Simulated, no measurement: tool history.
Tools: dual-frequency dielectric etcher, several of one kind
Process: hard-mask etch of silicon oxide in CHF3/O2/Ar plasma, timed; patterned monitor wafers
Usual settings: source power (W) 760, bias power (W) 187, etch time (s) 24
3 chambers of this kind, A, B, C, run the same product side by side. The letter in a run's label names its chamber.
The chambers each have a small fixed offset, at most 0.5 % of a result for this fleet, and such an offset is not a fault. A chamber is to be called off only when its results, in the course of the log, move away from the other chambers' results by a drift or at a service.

| run | hour | source power (W) | bias power (W) | etch time (s) | read-back reference wafer on the same gauge, depth_nm | mean etch depth across the wafer (nm) |
|---|---|---|---|---|---|---|
| 1B | 5 | 760 | 187 | 24 | 48.139 | 52.608 |
| 2A | 9.6 | 760 | 187 | 24 | 48.095 | 52.159 |
| 3C | 13.6 | 760 | 187 | 24 | 48.12 | 52.459 |
| 4B | 18.7 | 760 | 187 | 24 | 48.122 | 52.356 |
| 5C | 22.1 | 760 | 187 | 24 | 48.069 | 52.404 |
| 6A | 28.6 | 760 | 187 | 24 | 48.068 | 52.318 |
| 7B | 35.1 | 760 | 187 | 24 | 48.076 | 52.404 |
| 8A | 39.4 | 760 | 187 | 24 | 48.138 | 52.106 |
|  | 39.8 | chamber B: wet clean of the chamber |
| 9C | 42.6 | 760 | 187 | 24 | 48.153 | 52.679 |
| 10B | 48.5 | 760 | 187 | 24 | 48.14 | 52.677 |
| 11A | 53.4 | 760 | 187 | 24 | 48.144 | 52.518 |
| 12C | 58.7 | 760 | 187 | 21 | 48.11 | 45.731 |
| 13C | 64.1 | 760 | 187 | 21 | 48.087 | 45.959 |
| 14A | 68.4 | 760 | 187 | 21 | 48.154 | 45.873 |
| 15B | 75 | 760 | 187 | 24 | 48.094 | 52.535 |
| 16C | 80.1 | 760 | 187 | 24 | 48.124 | 52.817 |
| 17B | 84.7 | 760 | 187 | 24 | 48.089 | 52.142 |
| 18A | 87.7 | 760 | 187 | 24 | 48.096 | 52.173 |
| 19C | 90.7 | 760 | 187 | 24 | 48.073 | 52.753 |
| 20A | 97.1 | 760 | 187 | 24 | 48.138 | 52.566 |
| 21B | 102.6 | 760 | 187 | 24 | 48.045 | 52.311 |
|  | 103.3 | chamber B: source power generator calibrated |
| 22C | 106.9 | 760 | 187 | 24 | 48.087 | 52.637 |
| 23A | 110.6 | 760 | 187 | 24 | 48.143 | 52.645 |
| 24B | 114.7 | 760 | 187 | 24 | 48.095 | 52.607 |
| 25B | 119.3 | 760 | 187 | 24 | 48.058 | 52.682 |
| 26C | 125.1 | 760 | 187 | 24 | 48.12 | 52.831 |
| 27A | 128.1 | 600 | 206 | 24 | 48.104 | 49.401 |
| 28A | 134.4 | 600 | 206 | 24 | 48.084 | 49.875 |
| 29C | 141 | 600 | 206 | 24 | 48.118 | 49.254 |
| 30B | 146.8 | 760 | 187 | 24 | 48.057 | 52.425 |
| 31B | 152.4 | 760 | 187 | 24 | 48.039 | 52.248 |
| 32A | 155.9 | 760 | 208 | 20 | 48.101 | 45.18 |
| 33C | 162.2 | 760 | 208 | 20 | 48.076 | 45.502 |
| 34B | 167 | 760 | 208 | 20 | 48.098 | 45.191 |
| 35C | 171.2 | 760 | 187 | 24 | 48.062 | 52.513 |
| 36A | 174.5 | 760 | 187 | 24 | 48.097 | 52.445 |
| 37C | 177.4 | 760 | 187 | 24 | 48.125 | 52.717 |
|  | 178.3 | chamber A: bias power generator calibrated |
| 38B | 181.8 | 760 | 187 | 24 | 48.107 | 52.555 |
| 39A | 188.4 | 760 | 187 | 30 | 48.107 | 65.166 |
|  | 191.5 | chamber A: wet clean of the chamber |
| 40A | 192 | 760 | 187 | 30 | 48.077 | 65.478 |
| 41C | 196.2 | 760 | 187 | 30 | 48.086 | 66.215 |
| 42B | 199.5 | 760 | 187 | 24 | 48.055 | 52.567 |

What goes on in this fleet: one chamber off, a drifting gauge, or nothing beyond the chambers' own small offsets? Name the chamber and the cause, if any.

Neither any chamber nor the gauge drifts; the chambers differ only by their own small, steady offsets.

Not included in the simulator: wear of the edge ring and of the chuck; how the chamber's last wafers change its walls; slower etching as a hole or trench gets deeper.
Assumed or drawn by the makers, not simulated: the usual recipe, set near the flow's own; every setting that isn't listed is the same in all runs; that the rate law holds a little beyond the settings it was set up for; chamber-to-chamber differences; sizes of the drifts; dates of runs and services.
